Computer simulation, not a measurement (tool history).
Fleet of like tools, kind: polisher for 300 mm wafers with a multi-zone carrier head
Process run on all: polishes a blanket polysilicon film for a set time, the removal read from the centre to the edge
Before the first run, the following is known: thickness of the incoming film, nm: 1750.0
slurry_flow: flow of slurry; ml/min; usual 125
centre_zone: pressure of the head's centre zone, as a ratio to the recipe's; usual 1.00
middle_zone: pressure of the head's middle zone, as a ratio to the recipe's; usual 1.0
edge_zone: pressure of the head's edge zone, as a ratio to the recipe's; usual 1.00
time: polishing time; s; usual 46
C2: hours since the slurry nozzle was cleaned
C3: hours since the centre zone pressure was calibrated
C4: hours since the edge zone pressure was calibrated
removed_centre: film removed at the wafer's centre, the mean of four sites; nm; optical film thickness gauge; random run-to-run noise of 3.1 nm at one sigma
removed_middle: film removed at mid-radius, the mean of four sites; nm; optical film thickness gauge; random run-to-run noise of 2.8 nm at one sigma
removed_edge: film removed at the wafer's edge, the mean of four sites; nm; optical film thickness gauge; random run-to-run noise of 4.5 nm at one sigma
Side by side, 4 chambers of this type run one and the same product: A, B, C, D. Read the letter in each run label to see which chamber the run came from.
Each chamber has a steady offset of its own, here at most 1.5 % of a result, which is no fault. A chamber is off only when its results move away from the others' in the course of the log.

{"hour": 7.3, "done": "chamber C: worn pad replaced by a new one"}
{"run": "1A", "hour": 7.9, "slurry_flow": 125, "centre_zone": 1.0, "middle_zone": 1.0, "edge_zone": 1.0, "time": 46, "wafers polished on this pad": 544, "C2": 365.2, "C3": 212.5, "C4": 111.2, "removed_centre": 365.73, "removed_middle": 364.98, "removed_edge": 358.59}
{"run": "2C", "hour": 16.1, "slurry_flow": 125, "centre_zone": 1.0, "middle_zone": 1.0, "edge_zone": 1.0, "time": 46, "wafers polished on this pad": 120, "C2": 446.9, "C3": 865.2, "C4": 672.8, "removed_centre": 363.03, "removed_middle": 369.95, "removed_edge": 363.74}
{"run": "3D", "hour": 24.8, "slurry_flow": 125, "centre_zone": 1.0, "middle_zone": 1.0, "edge_zone": 1.0, "time": 46, "wafers polished on this pad": 499, "C2": 227.2, "C3": 871.4, "C4": 446.4, "removed_centre": 365.46, "removed_middle": 358.8, "removed_edge": 373.83}
{"run": "4B", "hour": 30.9, "slurry_flow": 125, "centre_zone": 1.0, "middle_zone": 1.0, "edge_zone": 1.0, "time": 46, "wafers polished on this pad": 918, "C2": 398.5, "C3": 334.4, "C4": 622.5, "removed_centre": 363.54, "removed_middle": 368.43, "removed_edge": 370.41}
{"run": "5D", "hour": 37.0, "slurry_flow": 125, "centre_zone": 1.0, "middle_zone": 1.0, "edge_zone": 1.0, "time": 46, "wafers polished on this pad": 665, "C2": 239.4, "C3": 883.6, "C4": 458.6, "removed_centre": 362.57, "removed_middle": 364.56, "removed_edge": 367.41}
{"run": "6B", "hour": 43.6, "slurry_flow": 125, "centre_zone": 1.0, "middle_zone": 1.0, "edge_zone": 1.0, "time": 46, "wafers polished on this pad": 1091, "C2": 411.2, "C3": 347.1, "C4": 635.2, "removed_centre": 367.63, "removed_middle": 361.56, "removed_edge": 368.91}
{"hour": 48.4, "done": "chamber A: worn pad replaced by a new one"}
{"hour": 48.5, "done": "chamber D: worn pad replaced by a new one"}
{"run": "7C", "hour": 50.0, "slurry_flow": 125, "centre_zone": 1.0, "middle_zone": 1.0, "edge_zone": 1.0, "time": 46, "wafers polished on this pad": 583, "C2": 480.8, "C3": 899.1, "C4": 706.7, "removed_centre": 366.23, "removed_middle": 367.74, "removed_edge": 366.22}
{"hour": 52.1, "done": "chamber B: slurry nozzle cleaned"}
{"run": "8A", "hour": 62.0, "slurry_flow": 125, "centre_zone": 1.0, "middle_zone": 1.0, "edge_zone": 1.0, "time": 46, "wafers polished on this pad": 185, "C2": 419.3, "C3": 266.6, "C4": 165.3, "removed_centre": 364.98, "removed_middle": 368.81, "removed_edge": 364.46}
{"hour": 62.7, "done": "chamber B: worn pad replaced by a new one"}
{"run": "9A", "hour": 72.4, "slurry_flow": 125, "centre_zone": 1.0, "middle_zone": 1.0, "edge_zone": 1.0, "time": 46, "wafers polished on this pad": 327, "C2": 429.7, "C3": 277.0, "C4": 175.7, "removed_centre": 362.24, "removed_middle": 374.37, "removed_edge": 362.02}
{"run": "10D", "hour": 81.2, "slurry_flow": 125, "centre_zone": 1.0, "middle_zone": 1.0, "edge_zone": 1.0, "time": 46, "wafers polished on this pad": 447, "C2": 283.6, "C3": 927.8, "C4": 502.8, "removed_centre": 360.93, "removed_middle": 367.24, "removed_edge": 371.83}
{"hour": 84.8, "done": "chamber C: worn pad replaced by a new one"}
{"run": "11C", "hour": 88.9, "slurry_flow": 125, "centre_zone": 1.0, "middle_zone": 1.0, "edge_zone": 1.0, "time": 46, "wafers polished on this pad": 56, "C2": 519.7, "C3": 938.0, "C4": 745.6, "removed_centre": 362.51, "removed_middle": 365.7, "removed_edge": 372.02}
{"run": "12B", "hour": 100.5, "slurry_flow": 125, "centre_zone": 1.0, "middle_zone": 1.0, "edge_zone": 1.0, "time": 46, "wafers polished on this pad": 515, "C2": 48.4, "C3": 404.0, "C4": 692.1, "removed_centre": 369.62, "removed_middle": 367.63, "removed_edge": 366.66}
{"run": "13C", "hour": 113.4, "slurry_flow": 125, "centre_zone": 1.0, "middle_zone": 1.0, "edge_zone": 1.0, "time": 46, "wafers polished on this pad": 390, "C2": 544.2, "C3": 962.5, "C4": 770.1, "removed_centre": 368.72, "removed_middle": 363.81, "removed_edge": 355.9}
{"hour": 121.1, "done": "chamber D: worn pad replaced by a new one"}
{"run": "14A", "hour": 124.5, "slurry_flow": 125, "centre_zone": 1.0, "middle_zone": 1.0, "edge_zone": 1.0, "time": 46, "wafers polished on this pad": 1038, "C2": 481.8, "C3": 329.1, "C4": 227.8, "removed_centre": 366.08, "removed_middle": 368.21, "removed_edge": 357.1}
{"run": "15B", "hour": 132.8, "slurry_flow": 125, "centre_zone": 1.0, "middle_zone": 1.0, "edge_zone": 1.0, "time": 46, "wafers polished on this pad": 956, "C2": 80.7, "C3": 436.3, "C4": 724.4, "removed_centre": 360.31, "removed_middle": 371.18, "removed_edge": 367.96}
{"run": "16D", "hour": 139.7, "slurry_flow": 125, "centre_zone": 0.96, "middle_zone": 1.0, "edge_zone": 1.0, "time": 46, "wafers polished on this pad": 253, "C2": 342.1, "C3": 986.3, "C4": 561.3, "removed_centre": 338.87, "removed_middle": 348.93, "removed_edge": 369.58}
{"hour": 146.3, "done": "chamber A: worn pad replaced by a new one"}
{"run": "17C", "hour": 146.7, "slurry_flow": 125, "centre_zone": 0.96, "middle_zone": 1.0, "edge_zone": 1.0, "time": 46, "wafers polished on this pad": 844, "C2": 577.5, "C3": 995.8, "C4": 803.4, "removed_centre": 346.66, "removed_middle": 366.22, "removed_edge": 366.76}
{"run": "18A", "hour": 155.7, "slurry_flow": 125, "centre_zone": 0.96, "middle_zone": 1.0, "edge_zone": 1.0, "time": 46, "wafers polished on this pad": 128, "C2": 513.0, "C3": 360.3, "C4": 259.0, "removed_centre": 349.54, "removed_middle": 369.54, "removed_edge": 363.25}
{"hour": 158.2, "done": "chamber A: slurry nozzle cleaned"}
{"run": "19B", "hour": 167.6, "slurry_flow": 125, "centre_zone": 0.96, "middle_zone": 1.0, "edge_zone": 1.0, "time": 46, "wafers polished on this pad": 1430, "C2": 115.5, "C3": 471.1, "C4": 759.2, "removed_centre": 348.93, "removed_middle": 368.7, "removed_edge": 367.78}
{"hour": 170.4, "done": "chamber C: worn pad replaced by a new one"}
{"hour": 173.0, "done": "chamber B: worn pad replaced by a new one"}
{"run": "20D", "hour": 176.8, "slurry_flow": 125, "centre_zone": 1.0, "middle_zone": 1.0, "edge_zone": 1.0, "time": 46, "wafers polished on this pad": 759, "C2": 379.2, "C3": 1023.4, "C4": 598.4, "removed_centre": 350.13, "removed_middle": 352.56, "removed_edge": 361.72}
{"hour": 185.8, "done": "chamber D: worn pad replaced by a new one"}
{"run": "21B", "hour": 187.4, "slurry_flow": 125, "centre_zone": 1.0, "middle_zone": 1.0, "edge_zone": 1.0, "time": 46, "wafers polished on this pad": 197, "C2": 135.3, "C3": 490.9, "C4": 779.0, "removed_centre": 367.28, "removed_middle": 370.7, "removed_edge": 369.7}
{"run": "22D", "hour": 200.8, "slurry_flow": 125, "centre_zone": 1.0, "middle_zone": 1.0, "edge_zone": 1.0, "time": 46, "wafers polished on this pad": 205, "C2": 403.2, "C3": 1047.4, "C4": 622.4, "removed_centre": 343.49, "removed_middle": 349.54, "removed_edge": 354.74}
{"run": "23A", "hour": 210.9, "slurry_flow": 125, "centre_zone": 1.0, "middle_zone": 1.0, "edge_zone": 1.0, "time": 46, "wafers polished on this pad": 881, "C2": 52.8, "C3": 415.5, "C4": 314.2, "removed_centre": 367.98, "removed_middle": 367.87, "removed_edge": 368.34}
{"run": "24C", "hour": 217.6, "slurry_flow": 125, "centre_zone": 1.04, "middle_zone": 1.0, "edge_zone": 0.93, "time": 46, "wafers polished on this pad": 644, "C2": 648.4, "C3": 1066.7, "C4": 874.3, "removed_centre": 378.26, "removed_middle": 361.24, "removed_edge": 350.99}
{"hour": 218.0, "done": "chamber C: edge zone pressure recalibrated"}
{"run": "25D", "hour": 225.8, "slurry_flow": 125, "centre_zone": 1.04, "middle_zone": 1.0, "edge_zone": 0.93, "time": 46, "wafers polished on this pad": 545, "C2": 428.2, "C3": 1072.4, "C4": 647.4, "removed_centre": 352.01, "removed_middle": 341.27, "removed_edge": 350.81}
{"run": "26C", "hour": 233.5, "slurry_flow": 125, "centre_zone": 1.04, "middle_zone": 1.0, "edge_zone": 0.93, "time": 46, "wafers polished on this pad": 861, "C2": 664.3, "C3": 1082.6, "C4": 15.6, "removed_centre": 381.67, "removed_middle": 363.79, "removed_edge": 342.07}
{"run": "27B", "hour": 242.3, "slurry_flow": 125, "centre_zone": 1.04, "middle_zone": 1.0, "edge_zone": 0.93, "time": 46, "wafers polished on this pad": 945, "C2": 190.2, "C3": 545.8, "C4": 833.9, "removed_centre": 382.27, "removed_middle": 368.31, "removed_edge": 349.31}
{"hour": 244.5, "done": "chamber A: worn pad replaced by a new one"}
{"run": "28A", "hour": 252.6, "slurry_flow": 125, "centre_zone": 1.0, "middle_zone": 1.0, "edge_zone": 1.0, "time": 46, "wafers polished on this pad": 111, "C2": 94.5, "C3": 457.2, "C4": 355.9, "removed_centre": 365.06, "removed_middle": 363.4, "removed_edge": 364.09}

For the next run the whole fleet of 4 chambers uses the same settings. Give each chamber's results:
{"run": "29A", "hour": 262.2, "slurry_flow": 125, "centre_zone": 1.0, "middle_zone": 0.9, "edge_zone": 1.0, "time": 46, "removed_centre": "?", "removed_middle": "?", "removed_edge": "?"}
{"run": "29B", "hour": 262.2, "slurry_flow": 125, "centre_zone": 1.0, "middle_zone": 0.9, "edge_zone": 1.0, "time": 46, "removed_centre": "?", "removed_middle": "?", "removed_edge": "?"}
{"run": "29C", "hour": 262.2, "slurry_flow": 125, "centre_zone": 1.0, "middle_zone": 0.9, "edge_zone": 1.0, "time": 46, "removed_centre": "?", "removed_middle": "?", "removed_edge": "?"}
{"run": "29D", "hour": 262.2, "slurry_flow": 125, "centre_zone": 1.0, "middle_zone": 0.9, "edge_zone": 1.0, "time": 46, "removed_centre": "?", "removed_middle": "?", "removed_edge": "?"}

run=29A removed_centre=362.01 removed_middle=332.80 removed_edge=358.34
run=29B removed_centre=357.11 removed_middle=333.92 removed_edge=367.97
run=29C removed_centre=363.41 removed_middle=328.30 removed_edge=364.13
run=29D removed_centre=332.95 removed_middle=304.38 removed_edge=345.49
